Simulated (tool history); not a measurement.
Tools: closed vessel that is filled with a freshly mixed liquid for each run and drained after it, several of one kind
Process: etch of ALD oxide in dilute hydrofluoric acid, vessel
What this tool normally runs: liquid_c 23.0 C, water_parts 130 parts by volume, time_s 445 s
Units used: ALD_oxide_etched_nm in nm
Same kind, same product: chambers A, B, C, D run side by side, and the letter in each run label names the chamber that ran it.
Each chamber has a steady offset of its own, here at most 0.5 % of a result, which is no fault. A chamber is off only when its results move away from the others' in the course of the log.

run,hour,liquid_c,water_parts,time_s,hours since the thermometer was replaced,hours since the hydrofluoric acid flow meter was replaced,"read-back film thickness of the ALD oxide reference wafer, read on the same gauge (nm)",ALD_oxide_etched_nm
1B,8.4,23.0,130,445,971.5,239.4,79.993,44.003
2D,22.5,23.0,130,445,711.9,80.4,80.006,44.433
3C,30.6,23.0,130,445,662.1,557.2,80.004,44.171
4A,40.2,23.0,130,445,1769.3,340.2,80.019,44.616
5D,47.4,24.5,75,445,736.8,105.3,79.997,87.092
6B,58.4,24.5,75,445,1021.5,289.4,80.006,84.888
7A,72.1,24.5,75,445,1801.2,372.1,79.985,85.799
8C,79.9,24.5,75,445,711.4,606.5,79.968,86.197
9D,91.4,23.0,130,445,780.8,149.3,79.999,44.774
10C,99.4,23.0,130,445,730.9,626.0,80.015,44.991
11B,112.6,23.0,130,445,1075.7,343.6,80.011,44.657
12A,123.5,20.5,180,445,1852.6,423.5,79.991,27.428
13A,137.0,20.5,180,445,1866.1,437.0,80.001,27.503
14B,148.9,20.5,180,445,1112.0,379.9,79.988,28.014
15D,162.6,20.5,180,445,852.0,220.5,79.989,27.252
16C,170.5,23.0,130,445,802.0,697.1,80.007,43.426
17A,177.8,23.0,130,445,1906.9,477.8,80.007,44.939
18C,190.0,23.0,130,445,821.5,716.6,80.008,44.272
19B,197.4,23.0,130,445,1160.5,428.4,79.990,44.130
20D,206.7,23.0,130,445,896.1,264.6,80.004,43.949
21D,213.4,23.0,130,445,902.8,271.3,80.008,43.967
22A,220.3,23.0,130,445,1949.4,520.3,79.997,45.029
23B,233.9,23.0,130,445,1197.0,464.9,79.994,43.459
24C,244.9,23.0,130,445,876.4,771.5,80.009,43.640
25C,259.3,26.0,130,260,890.8,785.9,80.015,29.441
26B,274.3,26.0,130,260,1237.4,505.3,80.023,29.048
27D,285.9,26.0,130,260,975.3,343.8,79.995,28.974
28A,295.2,26.0,130,260,2024.3,595.2,79.990,29.498
29A,304.3,23.0,130,445,2033.4,604.3,79.998,45.455
30C,311.4,23.0,130,445,942.9,838.0,79.986,43.194
31D,321.6,25.0,130,325,1011.0,379.5,79.984,34.601
32B,335.3,25.0,130,325,1298.4,566.3,80.026,34.792
33C,349.0,25.0,130,325,980.5,875.6,79.995,34.364
34A,362.6,25.0,130,325,2091.7,662.6,80.011,35.957
35B,369.9,23.0,130,445,1333.0,600.9,80.003,44.131
36D,384.1,23.0,130,445,1073.5,442.0,80.014,44.371
37C,394.2,23.0,130,445,1025.7,920.8,80.010,44.351
38D,407.8,25.0,130,625,1097.2,465.7,80.005,68.282

All chambers now run identical settings, listed one chamber a line with results as question marks. What results will each chamber show?
39A,418.8,23.0,130,445,,,,?
39B,418.8,23.0,130,445,,,,?
39C,418.8,23.0,130,445,,,,?
39D,418.8,23.0,130,445,,,,?

run,ALD_oxide_etched_nm
39A,46.635
39B,44.253
39C,43.756
39D,43.723

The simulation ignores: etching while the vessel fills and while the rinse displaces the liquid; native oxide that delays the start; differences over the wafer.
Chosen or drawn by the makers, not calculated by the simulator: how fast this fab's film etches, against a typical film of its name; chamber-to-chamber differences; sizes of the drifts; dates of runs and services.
